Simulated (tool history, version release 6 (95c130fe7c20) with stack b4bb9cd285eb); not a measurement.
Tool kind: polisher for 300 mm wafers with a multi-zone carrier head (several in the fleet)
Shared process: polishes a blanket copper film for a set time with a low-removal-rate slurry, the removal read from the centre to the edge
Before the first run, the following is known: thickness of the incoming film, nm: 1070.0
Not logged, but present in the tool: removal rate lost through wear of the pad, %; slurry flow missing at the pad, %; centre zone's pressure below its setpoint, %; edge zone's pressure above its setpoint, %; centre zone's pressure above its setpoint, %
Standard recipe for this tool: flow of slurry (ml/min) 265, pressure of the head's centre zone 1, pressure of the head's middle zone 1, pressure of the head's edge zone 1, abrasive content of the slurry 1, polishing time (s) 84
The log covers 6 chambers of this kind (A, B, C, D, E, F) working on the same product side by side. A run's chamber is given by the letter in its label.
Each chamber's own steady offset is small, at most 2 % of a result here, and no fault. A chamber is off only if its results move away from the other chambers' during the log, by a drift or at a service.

| run | hour | flow of slurry (ml/min) | pressure of the head's centre zone | pressure of the head's middle zone | pressure of the head's edge zone | abrasive content of the slurry | polishing time (s) | wafers polished on this pad | hours since the slurry nozzle was cleaned | hours since the centre zone pressure was calibrated | hours since the edge zone pressure was calibrated | film removed at the wafer's centre (Å) | film removed at mid-radius (Å) | film removed at the wafer's edge (Å) |
|---|---|---|---|---|---|---|---|---|---|---|---|---|---|---|
|  | 4.1 | chamber B: slurry nozzle cleaned |
| 1C | 11.2 | 265 | 1 | 1 | 1 | 1 | 84 | 605 | 386.4 | 50.3 | 1261.9 | 2186.9 | 2125.6 | 2142.4 |
|  | 17.4 | chamber A: worn pad replaced by a new one |
| 2E | 25.4 | 265 | 1 | 1 | 1 | 1 | 84 | 551 | 126.1 | 1346.6 | 86.8 | 2123.5 | 2173.7 | 2122.4 |
|  | 28 | chamber C: worn pad replaced by a new one |
| 3D | 32.8 | 265 | 1 | 1 | 1 | 1 | 84 | 542 | 220.1 | 232.5 | 1005.5 | 2131.1 | 2164.4 | 2137.5 |
|  | 40.1 | chamber B: worn pad replaced by a new one |
| 4F | 41.6 | 265 | 1 | 1 | 1 | 1 | 84 | 404 | 416 | 397.9 | 232.2 | 2153.6 | 2085.2 | 2185.5 |
|  | 48.9 | chamber E: worn pad replaced by a new one |
| 5B | 53.7 | 265 | 1 | 1 | 1 | 1 | 84 | 96 | 49.6 | 1119.2 | 109.6 | 2118.7 | 2127.9 | 2156.4 |
|  | 61.8 | chamber E: centre zone pressure recalibrated |
| 6A | 66.6 | 265 | 1 | 1 | 1 | 1 | 84 | 347 | 292.9 | 720.2 | 471.6 | 2135.8 | 2206.9 | 2165.9 |
|  | 70.8 | chamber B: centre zone pressure recalibrated |
| 7B | 73.5 | 265 | 1 | 1 | 1 | 1 | 84 | 236 | 69.4 | 2.7 | 129.4 | 2150.9 | 2119.3 | 2146.6 |
| 8F | 82.3 | 265 | 1 | 1 | 1 | 1 | 84 | 691 | 456.7 | 438.6 | 272.9 | 2131.3 | 2113.5 | 2148.3 |
|  | 83.7 | chamber D: slurry nozzle cleaned |
|  | 89 | chamber D: worn pad replaced by a new one |
| 9A | 89.5 | 265 | 1 | 1 | 1 | 1 | 84 | 508 | 315.8 | 743.1 | 494.5 | 2153.1 | 2199.9 | 2150 |
|  | 92.5 | chamber F: slurry nozzle cleaned |
| 10D | 102.9 | 265 | 1 | 1 | 1 | 1 | 84 | 98 | 19.3 | 302.6 | 1075.6 | 2126.4 | 2140.7 | 2151.5 |
|  | 108.1 | chamber C: slurry nozzle cleaned |
| 11C | 116 | 265 | 1 | 1 | 1 | 1 | 84 | 621 | 7.9 | 155.1 | 1366.7 | 2183.5 | 2170.1 | 2132.2 |
|  | 126.1 | chamber A: slurry nozzle cleaned |
| 12E | 129.1 | 265 | 1 | 1 | 1 | 1 | 84 | 565 | 229.8 | 67.4 | 190.5 | 2124.3 | 2152.5 | 2156.4 |
|  | 131.3 | chamber C: worn pad replaced by a new one |
|  | 139.3 | chamber D: edge zone pressure recalibrated |
| 13B | 139.8 | 265 | 1 | 1 | 1 | 1 | 84 | 704 | 135.7 | 69 | 195.7 | 2153.8 | 2161.7 | 2134.6 |
|  | 148.2 | chamber E: worn pad replaced by a new one |
| 14E | 150.2 | 265 | 1 | 1 | 1 | 1 | 84 | 14 | 250.9 | 88.5 | 211.6 | 2123.8 | 2195.6 | 2096.6 |
| 15A | 164.4 | 265 | 1 | 1 | 1 | 1 | 84 | 1037 | 38.3 | 818 | 569.4 | 2126.1 | 2189.9 | 2159.1 |
| 16C | 172.9 | 265 | 1 | 1 | 1 | 1 | 84 | 293 | 64.8 | 212 | 1423.6 | 2154.7 | 2124.5 | 2203.1 |
| 17D | 181.3 | 265 | 1 | 1 | 1 | 1 | 84 | 651 | 97.7 | 381 | 42 | 2155.4 | 2166.9 | 2127.9 |
|  | 184.1 | chamber C: edge zone pressure recalibrated |
|  | 193.5 | chamber F: worn pad replaced by a new one |
| 18F | 196.4 | 265 | 1 | 1 | 1 | 1 | 84 | 21 | 103.9 | 552.7 | 387 | 2168.9 | 2107.7 | 2169.3 |
| 19B | 211.9 | 265 | 0.92 | 1 | 1 | 1 | 84 | 1213 | 207.8 | 141.1 | 267.8 | 1977.2 | 2122.8 | 2086.8 |
|  | 219.4 | chamber C: worn pad replaced by a new one |
|  | 220.2 | chamber A: worn pad replaced by a new one |
| 20A | 227.7 | 265 | 0.92 | 1 | 1 | 1 | 84 | 52 | 101.6 | 881.3 | 632.7 | 1891.8 | 2159.2 | 2146.5 |
|  | 230.6 | chamber B: worn pad replaced by a new one |
|  | 231 | chamber E: worn pad replaced by a new one |
| 21D | 235.6 | 265 | 0.92 | 1 | 1 | 1 | 84 | 1035 | 152 | 435.3 | 96.3 | 1939.1 | 2120.6 | 2137 |
| 22E | 243.6 | 265 | 0.92 | 1 | 1 | 1 | 84 | 89 | 344.3 | 181.9 | 305 | 1910.5 | 2165 | 2124.8 |
|  | 248.1 | chamber D: worn pad replaced by a new one |
| 23C | 250.7 | 265 | 0.92 | 1 | 1 | 1 | 84 | 221 | 142.6 | 289.8 | 66.7 | 1979.2 | 2153.6 | 2157.8 |
| 24F | 259 | 265 | 0.92 | 1 | 1 | 1 | 84 | 462 | 166.5 | 615.3 | 449.6 | 1945.2 | 2171.1 | 2178.5 |
|  | 261.9 | chamber A: edge zone pressure recalibrated |
| 25E | 274.8 | 265 | 1 | 1 | 1 | 1 | 84 | 309 | 375.5 | 213.1 | 336.2 | 2136.4 | 2105.2 | 2118 |
| 26C | 289.9 | 265 | 1 | 1 | 1 | 1 | 84 | 497 | 181.8 | 329 | 105.9 | 2161.4 | 2116.8 | 2162.3 |
| 27F | 302.2 | 265 | 1 | 1 | 1 | 1 | 84 | 767 | 209.7 | 658.5 | 492.8 | 2172.3 | 2131.3 | 2150.8 |
| 28B | 313.7 | 265 | 1 | 1 | 1 | 1 | 84 | 586 | 309.6 | 242.9 | 369.6 | 2102.8 | 2096.6 | 2147.1 |
|  | 315.5 | chamber E: worn pad replaced by a new one |
| 29A | 325.6 | 265 | 1.1 | 1 | 1 | 1 | 84 | 743 | 199.5 | 979.2 | 63.7 | 2369.8 | 2188.6 | 2114.4 |
|  | 326.5 | chamber C: worn pad replaced by a new one |
| 30D | 340.7 | 265 | 1.1 | 1 | 1 | 1 | 84 | 654 | 257.1 | 540.4 | 201.4 | 2360.8 | 2143.1 | 2139.8 |
|  | 344.8 | chamber D: slurry nozzle cleaned |
| 31C | 356.7 | 265 | 1.1 | 1 | 1 | 1 | 84 | 213 | 248.6 | 395.8 | 172.7 | 2399.9 | 2122.5 | 2138.2 |
| 32E | 364.6 | 265 | 1.1 | 1 | 1 | 1 | 84 | 346 | 465.3 | 302.9 | 426 | 2305.3 | 2198.5 | 2124.1 |
| 33F | 378.8 | 265 | 1.1 | 1 | 1 | 1 | 84 | 1308 | 286.3 | 735.1 | 569.4 | 2370.9 | 2119.9 | 2161.8 |
|  | 388.7 | chamber D: worn pad replaced by a new one |
|  | 389.2 | chamber A: worn pad replaced by a new one |
| 34A | 390.7 | 265 | 1.1 | 1 | 1 | 1 | 84 | 10 | 264.6 | 1044.3 | 128.8 | 2370.7 | 2181.6 | 2102.7 |
|  | 393.8 | chamber B: worn pad replaced by a new one |
|  | 396.7 | chamber F: worn pad replaced by a new one |
|  | 397.9 | chamber E: worn pad replaced by a new one |
| 35D | 403.4 | 265 | 1 | 1 | 1 | 1.1 | 65 | 104 | 58.7 | 603.1 | 264.1 | 1720.7 | 1688.5 | 1704.8 |
| 36B | 413 | 265 | 1 | 1 | 1 | 1.1 | 65 | 135 | 408.9 | 342.2 | 468.9 | 1697.6 | 1674.5 | 1684.3 |
| 37E | 428.6 | 265 | 1 | 1 | 1 | 1.1 | 65 | 217 | 529.3 | 366.9 | 490 | 1688.7 | 1734.5 | 1677.7 |
| 38F | 443.6 | 265 | 1 | 1 | 1 | 1.1 | 65 | 331 | 351.1 | 799.9 | 634.2 | 1696.7 | 1678.2 | 1736.5 |
| 39B | 457 | 265 | 1 | 1 | 1 | 1.1 | 65 | 446 | 452.9 | 386.2 | 512.9 | 1694.3 | 1674.3 | 1682.5 |

All 6 chambers run these settings next. Forecast each chamber's results:
| 40A | 468.5 | 265 | 1 | 1 | 1 | 1 | 107 |  |  |  |  | ? | ? | ? |
| 40B | 468.5 | 265 | 1 | 1 | 1 | 1 | 107 |  |  |  |  | ? | ? | ? |
| 40C | 468.5 | 265 | 1 | 1 | 1 | 1 | 107 |  |  |  |  | ? | ? | ? |
| 40D | 468.5 | 265 | 1 | 1 | 1 | 1 | 107 |  |  |  |  | ? | ? | ? |
| 40E | 468.5 | 265 | 1 | 1 | 1 | 1 | 107 |  |  |  |  | ? | ? | ? |
| 40F | 468.5 | 265 | 1 | 1 | 1 | 1 | 107 |  |  |  |  | ? | ? | ? |

| run | film removed at the wafer's centre (Å) | film removed at mid-radius (Å) | film removed at the wafer's edge (Å) |
|---|---|---|---|
| 40A | 2722.4 | 2746.8 | 2743.6 |
| 40B | 2729.5 | 2723.8 | 2733 |
| 40C | 2761.4 | 2690.8 | 2732.6 |
| 40D | 2722.7 | 2768.2 | 2698.4 |
| 40E | 2732.5 | 2802.2 | 2737.7 |
| 40F | 2676.6 | 2709.8 | 2730.3 |
